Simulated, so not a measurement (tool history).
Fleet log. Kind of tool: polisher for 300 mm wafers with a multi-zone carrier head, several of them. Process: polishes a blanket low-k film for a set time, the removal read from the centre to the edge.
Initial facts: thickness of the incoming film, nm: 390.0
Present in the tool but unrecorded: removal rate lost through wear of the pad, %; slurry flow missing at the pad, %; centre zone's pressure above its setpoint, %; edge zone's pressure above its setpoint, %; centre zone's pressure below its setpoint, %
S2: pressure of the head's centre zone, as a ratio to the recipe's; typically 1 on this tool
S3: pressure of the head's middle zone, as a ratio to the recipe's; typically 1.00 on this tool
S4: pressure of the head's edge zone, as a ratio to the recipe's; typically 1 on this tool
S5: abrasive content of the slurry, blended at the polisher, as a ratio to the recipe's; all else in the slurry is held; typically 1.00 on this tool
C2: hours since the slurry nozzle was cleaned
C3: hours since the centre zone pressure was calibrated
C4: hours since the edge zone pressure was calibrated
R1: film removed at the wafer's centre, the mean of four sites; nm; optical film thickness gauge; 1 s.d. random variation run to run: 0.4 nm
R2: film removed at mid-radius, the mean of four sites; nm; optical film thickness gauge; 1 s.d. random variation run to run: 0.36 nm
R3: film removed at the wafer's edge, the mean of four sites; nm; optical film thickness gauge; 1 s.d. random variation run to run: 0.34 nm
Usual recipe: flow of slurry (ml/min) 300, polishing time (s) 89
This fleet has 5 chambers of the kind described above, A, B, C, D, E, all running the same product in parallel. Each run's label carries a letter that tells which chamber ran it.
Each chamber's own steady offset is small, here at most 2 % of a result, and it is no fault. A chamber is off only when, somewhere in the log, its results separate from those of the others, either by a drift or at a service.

{"run": "1A", "hour": 6.3, "flow of slurry (ml/min)": 300, "S2": 1, "S3": 1.0, "S4": 1, "S5": 1.0, "polishing time (s)": 89, "wafers polished on this pad": 788, "C2": 358.6, "C3": 722.6, "C4": 249.3, "R1": 44.469, "R2": 44.865, "R3": 43.753}
{"run": "2C", "hour": 9.9, "flow of slurry (ml/min)": 300, "S2": 1, "S3": 1.0, "S4": 1, "S5": 1.0, "polishing time (s)": 89, "wafers polished on this pad": 469, "C2": 72.9, "C3": 698.4, "C4": 938.4, "R1": 44.234, "R2": 44.145, "R3": 44.466}
{"hour": 10.8, "done": "chamber A: worn pad replaced by a new one"}
{"run": "3B", "hour": 13.9, "flow of slurry (ml/min)": 300, "S2": 1, "S3": 1.0, "S4": 1, "S5": 1.0, "polishing time (s)": 89, "wafers polished on this pad": 175, "C2": 431.0, "C3": 93.8, "C4": 455.2, "R1": 44.403, "R2": 44.131, "R3": 44.445}
{"hour": 15.7, "done": "chamber D: worn pad replaced by a new one"}
{"run": "4D", "hour": 17.6, "flow of slurry (ml/min)": 300, "S2": 1, "S3": 1.0, "S4": 1, "S5": 1.0, "polishing time (s)": 89, "wafers polished on this pad": 15, "C2": 198.5, "C3": 458.4, "C4": 759.1, "R1": 44.749, "R2": 44.884, "R3": 44.395}
{"run": "5E", "hour": 24.3, "flow of slurry (ml/min)": 255, "S2": 1, "S3": 1.0, "S4": 1, "S5": 1.0, "polishing time (s)": 89, "wafers polished on this pad": 263, "C2": 107.1, "C3": 169.0, "C4": 1081.4, "R1": 43.301, "R2": 42.835, "R3": 43.665}
{"run": "6D", "hour": 29.1, "flow of slurry (ml/min)": 255, "S2": 1, "S3": 1.0, "S4": 1, "S5": 1.0, "polishing time (s)": 89, "wafers polished on this pad": 108, "C2": 210.0, "C3": 469.9, "C4": 770.6, "R1": 43.285, "R2": 43.582, "R3": 43.965}
{"run": "7C", "hour": 35.6, "flow of slurry (ml/min)": 255, "S2": 1, "S3": 1.0, "S4": 1, "S5": 1.0, "polishing time (s)": 89, "wafers polished on this pad": 677, "C2": 98.6, "C3": 724.1, "C4": 964.1, "R1": 43.1, "R2": 43.421, "R3": 43.754}
{"hour": 40.6, "done": "chamber B: slurry nozzle cleaned"}
{"run": "8B", "hour": 40.8, "flow of slurry (ml/min)": 255, "S2": 1, "S3": 1.0, "S4": 1, "S5": 1.0, "polishing time (s)": 89, "wafers polished on this pad": 392, "C2": 0.2, "C3": 120.7, "C4": 482.1, "R1": 43.325, "R2": 43.778, "R3": 44.438}
{"run": "9A", "hour": 44.7, "flow of slurry (ml/min)": 255, "S2": 1, "S3": 1.0, "S4": 1, "S5": 1.0, "polishing time (s)": 89, "wafers polished on this pad": 274, "C2": 397.0, "C3": 761.0, "C4": 287.7, "R1": 43.734, "R2": 43.296, "R3": 43.809}
{"run": "10E", "hour": 48.3, "flow of slurry (ml/min)": 300, "S2": 1, "S3": 1.0, "S4": 1, "S5": 1.0, "polishing time (s)": 73, "wafers polished on this pad": 457, "C2": 131.1, "C3": 193.0, "C4": 1105.4, "R1": 36.059, "R2": 36.141, "R3": 36.405}
{"run": "11A", "hour": 55.2, "flow of slurry (ml/min)": 300, "S2": 1, "S3": 1.0, "S4": 1, "S5": 1.0, "polishing time (s)": 73, "wafers polished on this pad": 359, "C2": 407.5, "C3": 771.5, "C4": 298.2, "R1": 36.125, "R2": 36.407, "R3": 36.057}
{"hour": 58.2, "done": "chamber E: edge zone pressure recalibrated"}
{"run": "12C", "hour": 61.0, "flow of slurry (ml/min)": 300, "S2": 1, "S3": 1.0, "S4": 1, "S5": 1.0, "polishing time (s)": 73, "wafers polished on this pad": 883, "C2": 124.0, "C3": 749.5, "C4": 989.5, "R1": 36.249, "R2": 35.794, "R3": 35.703}
{"hour": 61.3, "done": "chamber E: worn pad replaced by a new one"}
{"run": "13B", "hour": 64.3, "flow of slurry (ml/min)": 300, "S2": 1, "S3": 1.0, "S4": 1, "S5": 1.0, "polishing time (s)": 73, "wafers polished on this pad": 583, "C2": 23.7, "C3": 144.2, "C4": 505.6, "R1": 36.783, "R2": 36.521, "R3": 36.298}
{"run": "14E", "hour": 69.3, "flow of slurry (ml/min)": 300, "S2": 1, "S3": 1.0, "S4": 1, "S5": 1.0, "polishing time (s)": 73, "wafers polished on this pad": 64, "C2": 152.1, "C3": 214.0, "C4": 11.1, "R1": 36.401, "R2": 36.135, "R3": 36.149}
{"run": "15D", "hour": 72.8, "flow of slurry (ml/min)": 300, "S2": 1, "S3": 1.0, "S4": 1, "S5": 1.0, "polishing time (s)": 89, "wafers polished on this pad": 462, "C2": 253.7, "C3": 513.6, "C4": 814.3, "R1": 44.874, "R2": 45.268, "R3": 44.322}
{"hour": 78.2, "done": "chamber C: centre zone pressure recalibrated"}
{"run": "16A", "hour": 80.0, "flow of slurry (ml/min)": 300, "S2": 1, "S3": 1.0, "S4": 1, "S5": 1.0, "polishing time (s)": 89, "wafers polished on this pad": 560, "C2": 432.3, "C3": 796.3, "C4": 323.0, "R1": 44.286, "R2": 44.134, "R3": 43.872}
{"run": "17E", "hour": 86.5, "flow of slurry (ml/min)": 300, "S2": 1, "S3": 1.0, "S4": 1, "S5": 1.0, "polishing time (s)": 89, "wafers polished on this pad": 204, "C2": 169.3, "C3": 231.2, "C4": 28.3, "R1": 44.648, "R2": 43.19, "R3": 44.292}
{"run": "18C", "hour": 90.0, "flow of slurry (ml/min)": 300, "S2": 1, "S3": 1.0, "S4": 1, "S5": 1.0, "polishing time (s)": 89, "wafers polished on this pad": 1117, "C2": 153.0, "C3": 11.8, "C4": 1018.5, "R1": 49.511, "R2": 44.058, "R3": 43.744}
{"hour": 90.9, "done": "chamber B: worn pad replaced by a new one"}
{"run": "19B", "hour": 96.1, "flow of slurry (ml/min)": 300, "S2": 1, "S3": 1.0, "S4": 1, "S5": 1.0, "polishing time (s)": 89, "wafers polished on this pad": 42, "C2": 55.5, "C3": 176.0, "C4": 537.4, "R1": 45.069, "R2": 44.368, "R3": 45.26}
{"hour": 99.5, "done": "chamber D: worn pad replaced by a new one"}
{"run": "20D", "hour": 102.2, "flow of slurry (ml/min)": 300, "S2": 1, "S3": 1.0, "S4": 1, "S5": 1.0, "polishing time (s)": 89, "wafers polished on this pad": 22, "C2": 283.1, "C3": 543.0, "C4": 843.7, "R1": 43.801, "R2": 45.114, "R3": 45.198}
{"run": "21E", "hour": 108.5, "flow of slurry (ml/min)": 300, "S2": 1, "S3": 1.0, "S4": 1, "S5": 1.0, "polishing time (s)": 89, "wafers polished on this pad": 382, "C2": 191.3, "C3": 253.2, "C4": 50.3, "R1": 44.712, "R2": 44.364, "R3": 44.193}
{"hour": 109.2, "done": "chamber C: worn pad replaced by a new one"}
{"run": "22A", "hour": 113.9, "flow of slurry (ml/min)": 300, "S2": 1, "S3": 1.0, "S4": 1, "S5": 1.0, "polishing time (s)": 100, "wafers polished on this pad": 834, "C2": 466.2, "C3": 830.2, "C4": 356.9, "R1": 50.497, "R2": 49.753, "R3": 49.835}
{"run": "23B", "hour": 119.0, "flow of slurry (ml/min)": 300, "S2": 1, "S3": 1.0, "S4": 1, "S5": 1.0, "polishing time (s)": 100, "wafers polished on this pad": 227, "C2": 78.4, "C3": 198.9, "C4": 560.3, "R1": 50.75, "R2": 50.009, "R3": 50.088}
{"hour": 121.6, "done": "chamber A: worn pad replaced by a new one"}
{"run": "24D", "hour": 125.7, "flow of slurry (ml/min)": 300, "S2": 1, "S3": 1.0, "S4": 1, "S5": 1.0, "polishing time (s)": 100, "wafers polished on this pad": 212, "C2": 306.6, "C3": 566.5, "C4": 867.2, "R1": 50.278, "R2": 49.926, "R3": 50.012}
{"hour": 129.9, "done": "chamber E: worn pad replaced by a new one"}
{"run": "25C", "hour": 132.9, "flow of slurry (ml/min)": 300, "S2": 1, "S3": 1.0, "S4": 1, "S5": 1.0, "polishing time (s)": 100, "wafers polished on this pad": 191, "C2": 195.9, "C3": 54.7, "C4": 1061.4, "R1": 54.501, "R2": 49.359, "R3": 50.076}
{"run": "26E", "hour": 138.6, "flow of slurry (ml/min)": 300, "S2": 1, "S3": 1.0, "S4": 1, "S5": 1.0, "polishing time (s)": 100, "wafers polished on this pad": 71, "C2": 221.4, "C3": 283.3, "C4": 80.4, "R1": 49.839, "R2": 49.205, "R3": 49.659}
{"run": "27A", "hour": 142.8, "flow of slurry (ml/min)": 300, "S2": 1, "S3": 1.0, "S4": 1, "S5": 1.0, "polishing time (s)": 89, "wafers polished on this pad": 172, "C2": 495.1, "C3": 859.1, "C4": 385.8, "R1": 44.328, "R2": 43.853, "R3": 45.012}
{"run": "28C", "hour": 148.0, "flow of slurry (ml/min)": 300, "S2": 1, "S3": 1.0, "S4": 1, "S5": 1.0, "polishing time (s)": 89, "wafers polished on this pad": 314, "C2": 211.0, "C3": 69.8, "C4": 1076.5, "R1": 48.654, "R2": 43.969, "R3": 43.986}
{"hour": 149.1, "done": "chamber C: edge zone pressure recalibrated"}
{"hour": 154.0, "done": "chamber B: edge zone pressure recalibrated"}
{"run": "29B", "hour": 154.8, "flow of slurry (ml/min)": 300, "S2": 1, "S3": 1.0, "S4": 1, "S5": 1.0, "polishing time (s)": 89, "wafers polished on this pad": 517, "C2": 114.2, "C3": 234.7, "C4": 0.9, "R1": 44.65, "R2": 44.73, "R3": 44.687}
{"run": "30D", "hour": 160.7, "flow of slurry (ml/min)": 300, "S2": 1, "S3": 1.0, "S4": 1, "S5": 1.0, "polishing time (s)": 89, "wafers polished on this pad": 495, "C2": 341.6, "C3": 601.5, "C4": 902.2, "R1": 44.148, "R2": 44.726, "R3": 45.328}
{"run": "31B", "hour": 164.3, "flow of slurry (ml/min)": 300, "S2": 1, "S3": 1.0, "S4": 1, "S5": 1.0, "polishing time (s)": 89, "wafers polished on this pad": 594, "C2": 123.7, "C3": 244.2, "C4": 10.4, "R1": 44.557, "R2": 43.932, "R3": 45.192}
{"run": "32D", "hour": 167.6, "flow of slurry (ml/min)": 300, "S2": 1, "S3": 1.0, "S4": 1, "S5": 1.0, "polishing time (s)": 89, "wafers polished on this pad": 551, "C2": 348.5, "C3": 608.4, "C4": 909.1, "R1": 44.536, "R2": 45.252, "R3": 44.527}
{"hour": 170.6, "done": "chamber D: worn pad replaced by a new one"}
{"run": "33E", "hour": 173.5, "flow of slurry (ml/min)": 300, "S2": 1, "S3": 1.0, "S4": 1, "S5": 0.75, "polishing time (s)": 89, "wafers polished on this pad": 353, "C2": 256.3, "C3": 318.2, "C4": 115.3, "R1": 38.773, "R2": 37.905, "R3": 38.904}
{"run": "34A", "hour": 177.0, "flow of slurry (ml/min)": 300, "S2": 1, "S3": 1.0, "S4": 1, "S5": 0.75, "polishing time (s)": 89, "wafers polished on this pad": 448, "C2": 529.3, "C3": 893.3, "C4": 420.0, "R1": 38.615, "R2": 38.493, "R3": 38.425}
{"run": "35C", "hour": 182.1, "flow of slurry (ml/min)": 300, "S2": 1, "S3": 1.0, "S4": 1, "S5": 0.75, "polishing time (s)": 89, "wafers polished on this pad": 589, "C2": 245.1, "C3": 103.9, "C4": 33.0, "R1": 42.318, "R2": 38.875, "R3": 38.546}
{"run": "36C", "hour": 186.1, "flow of slurry (ml/min)": 300, "S2": 1, "S3": 1.0, "S4": 1, "S5": 0.75, "polishing time (s)": 89, "wafers polished on this pad": 622, "C2": 249.1, "C3": 107.9, "C4": 37.0, "R1": 42.681, "R2": 38.266, "R3": 38.31}
{"run": "37E", "hour": 192.4, "flow of slurry (ml/min)": 300, "S2": 1, "S3": 1.0, "S4": 1, "S5": 0.75, "polishing time (s)": 89, "wafers polished on this pad": 506, "C2": 275.2, "C3": 337.1, "C4": 134.2, "R1": 38.572, "R2": 38.03, "R3": 38.21}
{"run": "38D", "hour": 196.5, "flow of slurry (ml/min)": 300, "S2": 1, "S3": 1.0, "S4": 1, "S5": 1.0, "polishing time (s)": 89, "wafers polished on this pad": 210, "C2": 377.4, "C3": 637.3, "C4": 938.0, "R1": 43.905, "R2": 44.325, "R3": 44.769}
{"hour": 196.9, "done": "chamber B: worn pad replaced by a new one"}
{"run": "39B", "hour": 200.5, "flow of slurry (ml/min)": 380, "S2": 1, "S3": 1.0, "S4": 1, "S5": 1.0, "polishing time (s)": 89, "wafers polished on this pad": 29, "C2": 159.9, "C3": 280.4, "C4": 46.6, "R1": 45.122, "R2": 45.033, "R3": 45.219}
{"run": "40A", "hour": 204.3, "flow of slurry (ml/min)": 380, "S2": 1, "S3": 1.0, "S4": 1, "S5": 1.0, "polishing time (s)": 89, "wafers polished on this pad": 669, "C2": 556.6, "C3": 920.6, "C4": 447.3, "R1": 46.086, "R2": 45.014, "R3": 44.624}
{"run": "41D", "hour": 207.9, "flow of slurry (ml/min)": 380, "S2": 1, "S3": 1.0, "S4": 1, "S5": 1.0, "polishing time (s)": 89, "wafers polished on this pad": 302, "C2": 388.8, "C3": 648.7, "C4": 949.4, "R1": 45.112, "R2": 45.484, "R3": 45.525}
{"run": "42A", "hour": 214.6, "flow of slurry (ml/min)": 380, "S2": 1, "S3": 1.0, "S4": 1, "S5": 1.0, "polishing time (s)": 89, "wafers polished on this pad": 753, "C2": 566.9, "C3": 930.9, "C4": 457.6, "R1": 45.571, "R2": 44.515, "R3": 44.478}
{"run": "43B", "hour": 219.6, "flow of slurry (ml/min)": 380, "S2": 1, "S3": 1.0, "S4": 1, "S5": 1.0, "polishing time (s)": 89, "wafers polished on this pad": 183, "C2": 179.0, "C3": 299.5, "C4": 65.7, "R1": 46.413, "R2": 45.089, "R3": 45.419}

All 5 chambers run these settings next. Forecast each chamber's results:
{"run": "44A", "hour": 224.8, "flow of slurry (ml/min)": 300, "S2": 1, "S3": 1.11, "S4": 1, "S5": 1.0, "polishing time (s)": 89, "R1": "?", "R2": "?", "R3": "?"}
{"run": "44B", "hour": 224.8, "flow of slurry (ml/min)": 300, "S2": 1, "S3": 1.11, "S4": 1, "S5": 1.0, "polishing time (s)": 89, "R1": "?", "R2": "?", "R3": "?"}
{"run": "44C", "hour": 224.8, "flow of slurry (ml/min)": 300, "S2": 1, "S3": 1.11, "S4": 1, "S5": 1.0, "polishing time (s)": 89, "R1": "?", "R2": "?", "R3": "?"}
{"run": "44D", "hour": 224.8, "flow of slurry (ml/min)": 300, "S2": 1, "S3": 1.11, "S4": 1, "S5": 1.0, "polishing time (s)": 89, "R1": "?", "R2": "?", "R3": "?"}
{"run": "44E", "hour": 224.8, "flow of slurry (ml/min)": 300, "S2": 1, "S3": 1.11, "S4": 1, "S5": 1.0, "polishing time (s)": 89, "R1": "?", "R2": "?", "R3": "?"}

run=44A R1=44.599 R2=49.427 R3=43.914
run=44B R1=44.245 R2=49.925 R3=44.245
run=44C R1=49.412 R2=47.895 R3=43.735
run=44D R1=44.319 R2=49.794 R3=44.807
run=44E R1=43.870 R2=47.660 R3=44.610

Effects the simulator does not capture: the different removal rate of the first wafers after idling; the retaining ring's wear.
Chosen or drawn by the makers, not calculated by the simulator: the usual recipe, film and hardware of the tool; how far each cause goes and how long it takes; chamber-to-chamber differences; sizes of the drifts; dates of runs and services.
